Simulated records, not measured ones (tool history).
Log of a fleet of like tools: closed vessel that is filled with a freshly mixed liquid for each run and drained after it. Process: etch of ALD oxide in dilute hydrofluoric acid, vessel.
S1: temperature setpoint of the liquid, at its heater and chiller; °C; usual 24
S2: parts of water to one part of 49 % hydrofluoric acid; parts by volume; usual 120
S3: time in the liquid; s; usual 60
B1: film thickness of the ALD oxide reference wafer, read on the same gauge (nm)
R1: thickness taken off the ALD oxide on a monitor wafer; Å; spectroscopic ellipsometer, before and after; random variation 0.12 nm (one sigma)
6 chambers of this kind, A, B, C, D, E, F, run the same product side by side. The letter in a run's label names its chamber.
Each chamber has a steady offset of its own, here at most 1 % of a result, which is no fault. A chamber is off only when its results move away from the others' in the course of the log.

{"run": "1F", "hour": 7.0, "S1": 24, "S2": 120, "S3": 60, "B1": 60.015, "R1": 138.79}
{"run": "2B", "hour": 19.9, "S1": 24, "S2": 120, "S3": 60, "B1": 60, "R1": 139.41}
{"hour": 28.3, "done": "chamber D: hydrofluoric acid flow meter replaced"}
{"run": "3E", "hour": 32.5, "S1": 24, "S2": 120, "S3": 60, "B1": 59.959, "R1": 139.26}
{"run": "4D", "hour": 42.7, "S1": 24, "S2": 120, "S3": 60, "B1": 59.974, "R1": 136.15}
{"hour": 51.9, "done": "chamber E: hydrofluoric acid flow meter replaced"}
{"run": "5A", "hour": 54.2, "S1": 24, "S2": 120, "S3": 60, "B1": 60.003, "R1": 137.01}
{"run": "6C", "hour": 68.1, "S1": 24, "S2": 120, "S3": 60, "B1": 60, "R1": 136.7}
{"run": "7B", "hour": 81.3, "S1": 24, "S2": 120, "S3": 60, "B1": 59.977, "R1": 138.2}
{"run": "8F", "hour": 95.8, "S1": 24, "S2": 120, "S3": 60, "B1": 59.975, "R1": 137.1}
{"run": "9E", "hour": 106.3, "S1": 24, "S2": 120, "S3": 60, "B1": 59.982, "R1": 138.64}
{"hour": 114.3, "done": "chamber F: hydrofluoric acid flow meter replaced"}
{"run": "10A", "hour": 120.1, "S1": 24, "S2": 120, "S3": 60, "B1": 59.986, "R1": 137.04}
{"run": "11C", "hour": 126.7, "S1": 24, "S2": 120, "S3": 60, "B1": 60.011, "R1": 137.45}
{"run": "12D", "hour": 136.4, "S1": 24, "S2": 120, "S3": 60, "B1": 60.009, "R1": 136.88}
{"run": "13F", "hour": 143.3, "S1": 24, "S2": 120, "S3": 60, "B1": 60.002, "R1": 138.94}
{"run": "14D", "hour": 153.7, "S1": 28.5, "S2": 120, "S3": 75, "B1": 59.98, "R1": 202.52}
{"run": "15E", "hour": 163.8, "S1": 28.5, "S2": 120, "S3": 75, "B1": 60.027, "R1": 203.91}
{"run": "16A", "hour": 173.5, "S1": 28.5, "S2": 120, "S3": 75, "B1": 60.004, "R1": 201.39}
{"run": "17C", "hour": 179.8, "S1": 28.5, "S2": 120, "S3": 75, "B1": 59.998, "R1": 204.05}
{"run": "18B", "hour": 191.2, "S1": 28.5, "S2": 120, "S3": 75, "B1": 60.006, "R1": 204.61}
{"run": "19C", "hour": 201.6, "S1": 28.5, "S2": 120, "S3": 75, "B1": 59.977, "R1": 206.9}
{"run": "20E", "hour": 215.7, "S1": 24, "S2": 120, "S3": 60, "B1": 59.969, "R1": 140.26}
{"hour": 218.2, "done": "chamber B: hydrofluoric acid flow meter replaced"}
{"run": "21A", "hour": 229.3, "S1": 24, "S2": 120, "S3": 60, "B1": 60, "R1": 136.87}
{"run": "22F", "hour": 243.7, "S1": 24, "S2": 120, "S3": 60, "B1": 60.01, "R1": 136.89}
{"run": "23D", "hour": 255.4, "S1": 24, "S2": 120, "S3": 60, "B1": 59.994, "R1": 137.02}
{"run": "24B", "hour": 266.3, "S1": 24, "S2": 120, "S3": 60, "B1": 59.996, "R1": 136.42}
{"run": "25C", "hour": 277.2, "S1": 24, "S2": 120, "S3": 60, "B1": 59.998, "R1": 137.22}
{"hour": 283.2, "done": "chamber C: thermometer replaced"}
{"run": "26A", "hour": 288.1, "S1": 24, "S2": 120, "S3": 60, "B1": 59.978, "R1": 135.2}
{"run": "27E", "hour": 300.7, "S1": 24, "S2": 120, "S3": 60, "B1": 59.973, "R1": 138.29}
{"run": "28F", "hour": 307.4, "S1": 24, "S2": 120, "S3": 60, "B1": 59.999, "R1": 136}
{"run": "29B", "hour": 319.5, "S1": 24, "S2": 120, "S3": 60, "B1": 60.012, "R1": 139.3}
{"run": "30D", "hour": 327.8, "S1": 24, "S2": 120, "S3": 60, "B1": 59.977, "R1": 134.98}
{"run": "31A", "hour": 337.0, "S1": 24, "S2": 120, "S3": 60, "B1": 59.975, "R1": 136.46}
{"run": "32D", "hour": 348.8, "S1": 24, "S2": 120, "S3": 60, "B1": 60.015, "R1": 136.26}
{"run": "33B", "hour": 356.7, "S1": 26, "S2": 120, "S3": 40, "B1": 59.982, "R1": 98.254}
{"run": "34C", "hour": 365.8, "S1": 26, "S2": 120, "S3": 40, "B1": 59.97, "R1": 100.08}
{"run": "35F", "hour": 374.3, "S1": 26, "S2": 120, "S3": 40, "B1": 60.009, "R1": 98.492}
{"run": "36E", "hour": 385.3, "S1": 26, "S2": 120, "S3": 40, "B1": 59.993, "R1": 100.85}
{"run": "37A", "hour": 393.9, "S1": 26, "S2": 120, "S3": 40, "B1": 59.981, "R1": 98.929}
{"run": "38F", "hour": 403.5, "S1": 26, "S2": 120, "S3": 40, "B1": 59.976, "R1": 99.244}
{"hour": 409.5, "done": "chamber D: thermometer replaced"}
{"run": "39C", "hour": 412.5, "S1": 24, "S2": 120, "S3": 60, "B1": 60.003, "R1": 137.23}
{"run": "40B", "hour": 425.6, "S1": 24, "S2": 120, "S3": 60, "B1": 59.986, "R1": 140.32}
{"run": "41E", "hour": 438.2, "S1": 24, "S2": 120, "S3": 60, "B1": 60.009, "R1": 139.57}
{"run": "42D", "hour": 449.9, "S1": 24, "S2": 100, "S3": 70, "B1": 59.992, "R1": 196.4}

Next, every chamber runs the same settings. What will each give?
{"run": "43A", "hour": 460.2, "S1": 19.5, "S2": 120, "S3": 60, "R1": "?"}
{"run": "43B", "hour": 460.2, "S1": 19.5, "S2": 120, "S3": 60, "R1": "?"}
{"run": "43C", "hour": 460.2, "S1": 19.5, "S2": 120, "S3": 60, "R1": "?"}
{"run": "43D", "hour": 460.2, "S1": 19.5, "S2": 120, "S3": 60, "R1": "?"}
{"run": "43E", "hour": 460.2, "S1": 19.5, "S2": 120, "S3": 60, "R1": "?"}
{"run": "43F", "hour": 460.2, "S1": 19.5, "S2": 120, "S3": 60, "R1": "?"}

run=43A R1=113.07
run=43B R1=115.28
run=43C R1=115.46
run=43D R1=114.31
run=43E R1=116.02
run=43F R1=112.85
